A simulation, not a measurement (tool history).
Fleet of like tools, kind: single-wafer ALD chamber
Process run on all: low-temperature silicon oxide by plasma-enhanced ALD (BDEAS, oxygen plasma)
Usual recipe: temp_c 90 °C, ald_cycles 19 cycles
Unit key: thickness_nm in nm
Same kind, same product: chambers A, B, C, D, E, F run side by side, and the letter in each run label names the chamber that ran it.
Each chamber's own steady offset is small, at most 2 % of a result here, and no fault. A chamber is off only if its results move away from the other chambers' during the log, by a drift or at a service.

| run | hour | temp_c | ald_cycles | read-back reference wafer on the same gauge, thickness_nm | thickness_nm |
|---|---|---|---|---|---|
| 1E | 4.4 | 90 | 19 | 2.7890 | 2.7986 |
| 2B | 9.9 | 90 | 19 | 2.7894 | 2.8584 |
| 3F | 13.5 | 90 | 19 | 2.7893 | 2.8295 |
| 4A | 17.3 | 90 | 19 | 2.7882 | 2.8221 |
| 5C | 25.4 | 90 | 19 | 2.7890 | 2.8177 |
| 6D | 29.7 | 90 | 19 | 2.7881 | 2.8238 |
| 7F | 36.4 | 90 | 19 | 2.7877 | 2.8265 |
| 8E | 42.3 | 90 | 19 | 2.7883 | 2.7916 |
| 9B | 47.6 | 90 | 19 | 2.7875 | 2.8503 |
| 10D | 52.8 | 90 | 19 | 2.7871 | 2.8229 |
| 11C | 59.5 | 90 | 19 | 2.7861 | 2.8140 |
| 12A | 67.1 | 90 | 19 | 2.7864 | 2.8145 |
| 13C | 71.8 | 90 | 19 | 2.7861 | 2.8062 |
| 14D | 76.7 | 90 | 19 | 2.7853 | 2.8130 |
| 15E | 83.2 | 90 | 19 | 2.7849 | 2.7967 |
| 16F | 87.9 | 90 | 19 | 2.7836 | 2.8263 |
| 17A | 93.6 | 90 | 19 | 2.7845 | 2.8165 |
| 18B | 98.7 | 97 | 18 | 2.7831 | 2.6393 |
| 19E | 106.7 | 97 | 18 | 2.7830 | 2.5801 |
| 20B | 114.6 | 97 | 18 | 2.7820 | 2.6332 |
| 21D | 121.0 | 97 | 18 | 2.7818 | 2.6006 |
| 22A | 126.9 | 97 | 18 | 2.7827 | 2.5960 |
| 23F | 131.7 | 97 | 18 | 2.7813 | 2.6055 |
| 24C | 136.1 | 90 | 19 | 2.7809 | 2.8106 |
| 25F | 140.1 | 90 | 19 | 2.7809 | 2.8256 |
| 26E | 144.4 | 100 | 16 | 2.7813 | 2.2686 |
| 27A | 150.1 | 100 | 16 | 2.7808 | 2.2882 |
| 28B | 154.2 | 100 | 16 | 2.7796 | 2.3184 |
| 29D | 160.7 | 100 | 16 | 2.7801 | 2.2865 |
| 30C | 166.0 | 100 | 16 | 2.7794 | 2.2765 |
| 31A | 170.8 | 100 | 16 | 2.7793 | 2.2835 |
| 32C | 175.8 | 90 | 23 | 2.7777 | 3.3944 |
| 33E | 182.5 | 90 | 23 | 2.7785 | 3.3709 |
| 34F | 189.1 | 90 | 23 | 2.7774 | 3.4065 |
| 35B | 193.6 | 90 | 23 | 2.7772 | 3.4428 |
| 36D | 201.7 | 90 | 23 | 2.7771 | 3.3967 |
| 37E | 209.0 | 90 | 23 | 2.7772 | 3.3710 |
| 38C | 216.4 | 90 | 19 | 2.7768 | 2.8011 |
| 39A | 220.9 | 90 | 19 | 2.7758 | 2.7971 |

What goes on in this fleet: one chamber off, a drifting gauge, or nothing beyond the chambers' own small offsets? Name the chamber and the cause, if any.

No chamber is off; the gauge reading every chamber's wafers drifts, which makes the whole fleet appear to move together.
Likeliest cause: gauge reads low (%) = 0.522.
